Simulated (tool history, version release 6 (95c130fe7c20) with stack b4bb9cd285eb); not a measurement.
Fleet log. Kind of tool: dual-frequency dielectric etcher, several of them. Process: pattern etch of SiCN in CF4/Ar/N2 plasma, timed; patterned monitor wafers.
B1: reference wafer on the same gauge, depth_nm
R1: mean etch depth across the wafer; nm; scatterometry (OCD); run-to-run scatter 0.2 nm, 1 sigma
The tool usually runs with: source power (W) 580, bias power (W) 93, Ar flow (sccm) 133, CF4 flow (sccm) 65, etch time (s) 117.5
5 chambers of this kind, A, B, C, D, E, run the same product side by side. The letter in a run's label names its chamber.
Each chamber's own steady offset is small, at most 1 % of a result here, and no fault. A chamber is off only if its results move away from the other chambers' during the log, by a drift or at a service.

{"run": "1A", "hour": 7.4, "source power (W)": 580, "bias power (W)": 93, "Ar flow (sccm)": 133, "CF4 flow (sccm)": 65, "etch time (s)": 117.5, "B1": 155.03, "R1": 131.53}
{"run": "2E", "hour": 16.2, "source power (W)": 580, "bias power (W)": 93, "Ar flow (sccm)": 133, "CF4 flow (sccm)": 65, "etch time (s)": 117.5, "B1": 154.94, "R1": 131.16}
{"run": "3B", "hour": 27.2, "source power (W)": 580, "bias power (W)": 93, "Ar flow (sccm)": 133, "CF4 flow (sccm)": 65, "etch time (s)": 117.5, "B1": 154.89, "R1": 131.78}
{"hour": 29.5, "done": "chamber C: wet clean of the chamber"}
{"hour": 35.1, "done": "chamber D: wet clean of the chamber"}
{"run": "4C", "hour": 37.9, "source power (W)": 580, "bias power (W)": 93, "Ar flow (sccm)": 133, "CF4 flow (sccm)": 65, "etch time (s)": 117.5, "B1": 154.84, "R1": 130.04}
{"run": "5D", "hour": 44.6, "source power (W)": 580, "bias power (W)": 93, "Ar flow (sccm)": 133, "CF4 flow (sccm)": 65, "etch time (s)": 117.5, "B1": 154.92, "R1": 131.48}
{"run": "6C", "hour": 52.9, "source power (W)": 580, "bias power (W)": 93, "Ar flow (sccm)": 133, "CF4 flow (sccm)": 65, "etch time (s)": 117.5, "B1": 154.86, "R1": 130.0}
{"run": "7B", "hour": 61.8, "source power (W)": 580, "bias power (W)": 93, "Ar flow (sccm)": 133, "CF4 flow (sccm)": 65, "etch time (s)": 117.5, "B1": 154.76, "R1": 131.88}
{"hour": 68.3, "done": "chamber A: CF4 flow controller replaced"}
{"run": "8A", "hour": 74.9, "source power (W)": 580, "bias power (W)": 93, "Ar flow (sccm)": 133, "CF4 flow (sccm)": 65, "etch time (s)": 117.5, "B1": 154.89, "R1": 131.82}
{"run": "9D", "hour": 81.5, "source power (W)": 580, "bias power (W)": 93, "Ar flow (sccm)": 133, "CF4 flow (sccm)": 65, "etch time (s)": 117.5, "B1": 154.8, "R1": 131.22}
{"hour": 84.9, "done": "chamber B: wet clean of the chamber"}
{"run": "10E", "hour": 95.0, "source power (W)": 580, "bias power (W)": 93, "Ar flow (sccm)": 133, "CF4 flow (sccm)": 65, "etch time (s)": 117.5, "B1": 154.77, "R1": 130.7}
{"run": "11A", "hour": 102.0, "source power (W)": 580, "bias power (W)": 75, "Ar flow (sccm)": 133, "CF4 flow (sccm)": 65, "etch time (s)": 117.5, "B1": 154.73, "R1": 121.27}
{"run": "12E", "hour": 110.7, "source power (W)": 580, "bias power (W)": 75, "Ar flow (sccm)": 133, "CF4 flow (sccm)": 65, "etch time (s)": 117.5, "B1": 154.7, "R1": 120.79}
{"run": "13C", "hour": 118.6, "source power (W)": 580, "bias power (W)": 75, "Ar flow (sccm)": 133, "CF4 flow (sccm)": 65, "etch time (s)": 117.5, "B1": 154.68, "R1": 119.95}
{"run": "14B", "hour": 127.2, "source power (W)": 580, "bias power (W)": 75, "Ar flow (sccm)": 133, "CF4 flow (sccm)": 65, "etch time (s)": 117.5, "B1": 154.73, "R1": 121.44}
{"run": "15D", "hour": 141.1, "source power (W)": 580, "bias power (W)": 75, "Ar flow (sccm)": 133, "CF4 flow (sccm)": 65, "etch time (s)": 117.5, "B1": 154.56, "R1": 121.13}
{"run": "16A", "hour": 151.2, "source power (W)": 580, "bias power (W)": 93, "Ar flow (sccm)": 133, "CF4 flow (sccm)": 65, "etch time (s)": 117.5, "B1": 154.59, "R1": 131.59}
{"run": "17E", "hour": 161.9, "source power (W)": 580, "bias power (W)": 93, "Ar flow (sccm)": 160, "CF4 flow (sccm)": 65, "etch time (s)": 134.0, "B1": 154.58, "R1": 145.0}
{"run": "18C", "hour": 171.3, "source power (W)": 580, "bias power (W)": 93, "Ar flow (sccm)": 160, "CF4 flow (sccm)": 65, "etch time (s)": 134.0, "B1": 154.57, "R1": 143.56}
{"run": "19B", "hour": 182.6, "source power (W)": 580, "bias power (W)": 93, "Ar flow (sccm)": 160, "CF4 flow (sccm)": 65, "etch time (s)": 134.0, "B1": 154.53, "R1": 145.65}
{"run": "20D", "hour": 191.2, "source power (W)": 580, "bias power (W)": 93, "Ar flow (sccm)": 160, "CF4 flow (sccm)": 65, "etch time (s)": 134.0, "B1": 154.53, "R1": 144.94}
{"run": "21D", "hour": 198.5, "source power (W)": 580, "bias power (W)": 93, "Ar flow (sccm)": 160, "CF4 flow (sccm)": 65, "etch time (s)": 134.0, "B1": 154.44, "R1": 145.19}
{"run": "22B", "hour": 212.0, "source power (W)": 580, "bias power (W)": 79, "Ar flow (sccm)": 151, "CF4 flow (sccm)": 65, "etch time (s)": 117.5, "B1": 154.41, "R1": 120.93}
{"hour": 212.6, "done": "chamber D: source power generator calibrated"}
{"run": "23C", "hour": 219.1, "source power (W)": 580, "bias power (W)": 79, "Ar flow (sccm)": 151, "CF4 flow (sccm)": 65, "etch time (s)": 117.5, "B1": 154.4, "R1": 119.51}
{"run": "24A", "hour": 232.4, "source power (W)": 580, "bias power (W)": 79, "Ar flow (sccm)": 151, "CF4 flow (sccm)": 65, "etch time (s)": 117.5, "B1": 154.37, "R1": 120.98}
{"run": "25E", "hour": 239.6, "source power (W)": 580, "bias power (W)": 79, "Ar flow (sccm)": 151, "CF4 flow (sccm)": 65, "etch time (s)": 117.5, "B1": 154.38, "R1": 120.25}
{"run": "26D", "hour": 246.8, "source power (W)": 580, "bias power (W)": 79, "Ar flow (sccm)": 151, "CF4 flow (sccm)": 65, "etch time (s)": 117.5, "B1": 154.34, "R1": 120.93}
{"hour": 259.1, "done": "chamber A: wet clean of the chamber"}
{"run": "27B", "hour": 260.3, "source power (W)": 580, "bias power (W)": 93, "Ar flow (sccm)": 133, "CF4 flow (sccm)": 65, "etch time (s)": 117.5, "B1": 154.33, "R1": 131.42}
{"run": "28C", "hour": 271.8, "source power (W)": 580, "bias power (W)": 93, "Ar flow (sccm)": 133, "CF4 flow (sccm)": 65, "etch time (s)": 117.5, "B1": 154.34, "R1": 129.58}
{"run": "29E", "hour": 284.2, "source power (W)": 580, "bias power (W)": 93, "Ar flow (sccm)": 133, "CF4 flow (sccm)": 65, "etch time (s)": 117.5, "B1": 154.26, "R1": 130.85}
{"hour": 286.8, "done": "chamber D: Ar flow controller replaced"}
{"run": "30A", "hour": 295.3, "source power (W)": 580, "bias power (W)": 93, "Ar flow (sccm)": 133, "CF4 flow (sccm)": 65, "etch time (s)": 117.5, "B1": 154.25, "R1": 130.73}
{"run": "31D", "hour": 305.0, "source power (W)": 580, "bias power (W)": 93, "Ar flow (sccm)": 133, "CF4 flow (sccm)": 65, "etch time (s)": 117.5, "B1": 154.21, "R1": 130.65}
{"run": "32C", "hour": 317.0, "source power (W)": 580, "bias power (W)": 93, "Ar flow (sccm)": 133, "CF4 flow (sccm)": 65, "etch time (s)": 117.5, "B1": 154.15, "R1": 129.55}
{"run": "33B", "hour": 329.5, "source power (W)": 580, "bias power (W)": 93, "Ar flow (sccm)": 133, "CF4 flow (sccm)": 65, "etch time (s)": 117.5, "B1": 154.11, "R1": 131.13}
{"run": "34E", "hour": 338.5, "source power (W)": 580, "bias power (W)": 93, "Ar flow (sccm)": 133, "CF4 flow (sccm)": 65, "etch time (s)": 117.5, "B1": 154.09, "R1": 130.12}
{"run": "35A", "hour": 351.2, "source power (W)": 580, "bias power (W)": 93, "Ar flow (sccm)": 133, "CF4 flow (sccm)": 65, "etch time (s)": 117.5, "B1": 154.11, "R1": 131.24}

Does one chamber stand apart from the rest, does the shared gauge drift, or is all well apart from small per-chamber offsets? Give the chamber and the most likely cause, where there is one.

No chamber is off; the gauge reading every chamber's wafers drifts, which makes the whole fleet appear to move together.
Likeliest cause: gauge reads low (%) = 0.621.
